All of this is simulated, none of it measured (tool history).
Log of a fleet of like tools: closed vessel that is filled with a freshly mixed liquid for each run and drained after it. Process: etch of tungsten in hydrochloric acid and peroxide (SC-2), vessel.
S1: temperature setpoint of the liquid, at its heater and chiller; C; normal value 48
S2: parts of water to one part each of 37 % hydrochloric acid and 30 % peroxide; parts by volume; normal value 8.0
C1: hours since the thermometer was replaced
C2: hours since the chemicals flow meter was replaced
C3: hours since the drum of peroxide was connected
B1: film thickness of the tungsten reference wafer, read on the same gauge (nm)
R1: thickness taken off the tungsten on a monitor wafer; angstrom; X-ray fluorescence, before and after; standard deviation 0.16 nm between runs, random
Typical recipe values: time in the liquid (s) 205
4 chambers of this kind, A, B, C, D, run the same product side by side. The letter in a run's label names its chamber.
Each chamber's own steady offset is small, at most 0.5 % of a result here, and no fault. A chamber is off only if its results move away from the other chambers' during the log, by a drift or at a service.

run 1B hour=7.1 | S1=48 S2=8.0 time_in_the_liquid_(s)=205 | C1=1868.1 C2=1608.1 C3=402.0 | B1=59.982 | R1=454.86
-- hour=11.6 chamber B: chemicals flow meter replaced
run 2A hour=13.0 | S1=48 S2=8.0 time_in_the_liquid_(s)=205 | C1=2316.6 C2=357.1 C3=1164.0 | B1=59.995 | R1=461.63
run 3C hour=24.1 | S1=48 S2=8.0 time_in_the_liquid_(s)=205 | C1=529.0 C2=294.1 C3=208.9 | B1=60.009 | R1=459.04
run 4D hour=34.2 | S1=48 S2=8.0 time_in_the_liquid_(s)=205 | C1=558.4 C2=719.8 C3=394.5 | B1=59.998 | R1=459.57
-- hour=36.3 chamber A: new drum of peroxide connected
run 5C hour=41.9 | S1=48 S2=8.0 time_in_the_liquid_(s)=205 | C1=546.8 C2=311.9 C3=226.7 | B1=59.987 | R1=457.04
run 6A hour=53.7 | S1=48 S2=8.0 time_in_the_liquid_(s)=205 | C1=2357.3 C2=397.8 C3=17.4 | B1=60.041 | R1=459.00
run 7B hour=65.5 | S1=48 S2=8.0 time_in_the_liquid_(s)=110 | C1=1926.5 C2=53.9 C3=460.4 | B1=60.005 | R1=243.59
run 8D hour=75.1 | S1=48 S2=8.0 time_in_the_liquid_(s)=110 | C1=599.3 C2=760.7 C3=435.4 | B1=59.978 | R1=245.43
run 9C hour=81.8 | S1=48 S2=8.0 time_in_the_liquid_(s)=110 | C1=586.7 C2=351.8 C3=266.6 | B1=59.994 | R1=249.01
run 10B hour=91.1 | S1=48 S2=8.0 time_in_the_liquid_(s)=110 | C1=1952.1 C2=79.5 C3=486.0 | B1=59.995 | R1=244.32
run 11A hour=101.0 | S1=48 S2=8.0 time_in_the_liquid_(s)=205 | C1=2404.6 C2=445.1 C3=64.7 | B1=60.009 | R1=462.34
run 12D hour=108.0 | S1=48 S2=8.0 time_in_the_liquid_(s)=205 | C1=632.2 C2=793.6 C3=468.3 | B1=59.998 | R1=459.83
run 13B hour=113.8 | S1=48 S2=8.0 time_in_the_liquid_(s)=205 | C1=1974.8 C2=102.2 C3=508.7 | B1=60.013 | R1=453.75
run 14C hour=123.6 | S1=48 S2=8.0 time_in_the_liquid_(s)=205 | C1=628.5 C2=393.6 C3=308.4 | B1=59.999 | R1=467.22
run 15D hour=130.6 | S1=48 S2=8.0 time_in_the_liquid_(s)=205 | C1=654.8 C2=816.2 C3=490.9 | B1=59.995 | R1=456.77
run 16A hour=135.9 | S1=48 S2=8.0 time_in_the_liquid_(s)=205 | C1=2439.5 C2=480.0 C3=99.6 | B1=60.008 | R1=461.79
run 17A hour=146.7 | S1=48 S2=5.0 time_in_the_liquid_(s)=205 | C1=2450.3 C2=490.8 C3=110.4 | B1=60.016 | R1=658.95
run 18B hour=153.9 | S1=48 S2=5.0 time_in_the_liquid_(s)=205 | C1=2014.9 C2=142.3 C3=548.8 | B1=60.008 | R1=653.74
run 19D hour=165.4 | S1=48 S2=5.0 time_in_the_liquid_(s)=205 | C1=689.6 C2=851.0 C3=525.7 | B1=59.990 | R1=650.94
run 20C hour=171.7 | S1=48 S2=5.0 time_in_the_liquid_(s)=205 | C1=676.6 C2=441.7 C3=356.5 | B1=59.998 | R1=665.81
run 21B hour=178.7 | S1=48 S2=8.0 time_in_the_liquid_(s)=205 | C1=2039.7 C2=167.1 C3=573.6 | B1=59.998 | R1=453.03
run 22C hour=185.6 | S1=48 S2=8.0 time_in_the_liquid_(s)=205 | C1=690.5 C2=455.6 C3=370.4 | B1=59.972 | R1=467.49
run 23D hour=195.0 | S1=48 S2=11.5 time_in_the_liquid_(s)=205 | C1=719.2 C2=880.6 C3=555.3 | B1=59.989 | R1=338.19
run 24A hour=201.9 | S1=48 S2=11.5 time_in_the_liquid_(s)=205 | C1=2505.5 C2=546.0 C3=165.6 | B1=60.004 | R1=340.33
run 25D hour=209.7 | S1=48 S2=11.5 time_in_the_liquid_(s)=205 | C1=733.9 C2=895.3 C3=570.0 | B1=60.001 | R1=338.02
run 26A hour=219.0 | S1=48 S2=11.5 time_in_the_liquid_(s)=205 | C1=2522.6 C2=563.1 C3=182.7 | B1=60.018 | R1=339.12
run 27C hour=227.2 | S1=48 S2=12.0 time_in_the_liquid_(s)=205 | C1=732.1 C2=497.2 C3=412.0 | B1=60.015 | R1=338.02

Does one chamber stand apart from the rest, does the shared gauge drift, or is all well apart from small per-chamber offsets? Give the chamber and the most likely cause, where there is one.

Little by little, chamber C moves away from the other chambers.
What lies behind it: liquid hotter than its thermometer reads (K) = 0.386.
The log may not tell that from: chemicals flow above the setpoint (%).

Below are 4 candidate recipes for chamber C's next run, each the usual settings with a change, their results shown as question marks. Which of them brings C's results back in line with what the other chambers give on the usual settings?
In-line tolerance around the mean of the other chambers on the usual settings: R1 5.70 angstrom
run 28C-1 hour=235.7 | S1=48.0 S2=8.5 time_in_the_liquid_(s)=205 | R1=?
run 28C-2 hour=235.7 | S1=48.5 S2=8.0 time_in_the_liquid_(s)=210 | R1=?
run 28C-3 hour=235.7 | S1=48.0 S2=8.0 time_in_the_liquid_(s)=210 | R1=?
run 28C-4 hour=235.7 | S1=48.0 S2=8.0 time_in_the_liquid_(s)=200 | R1=?

Average result of the remaining chambers running the usual settings: R1 457.38 angstrom
run=28C-1 R1=447.72
run=28C-2 R1=498.03
run=28C-3 R1=481.57
run=28C-4 R1=458.64
It is 28C-4 that realigns the chamber with its peers.
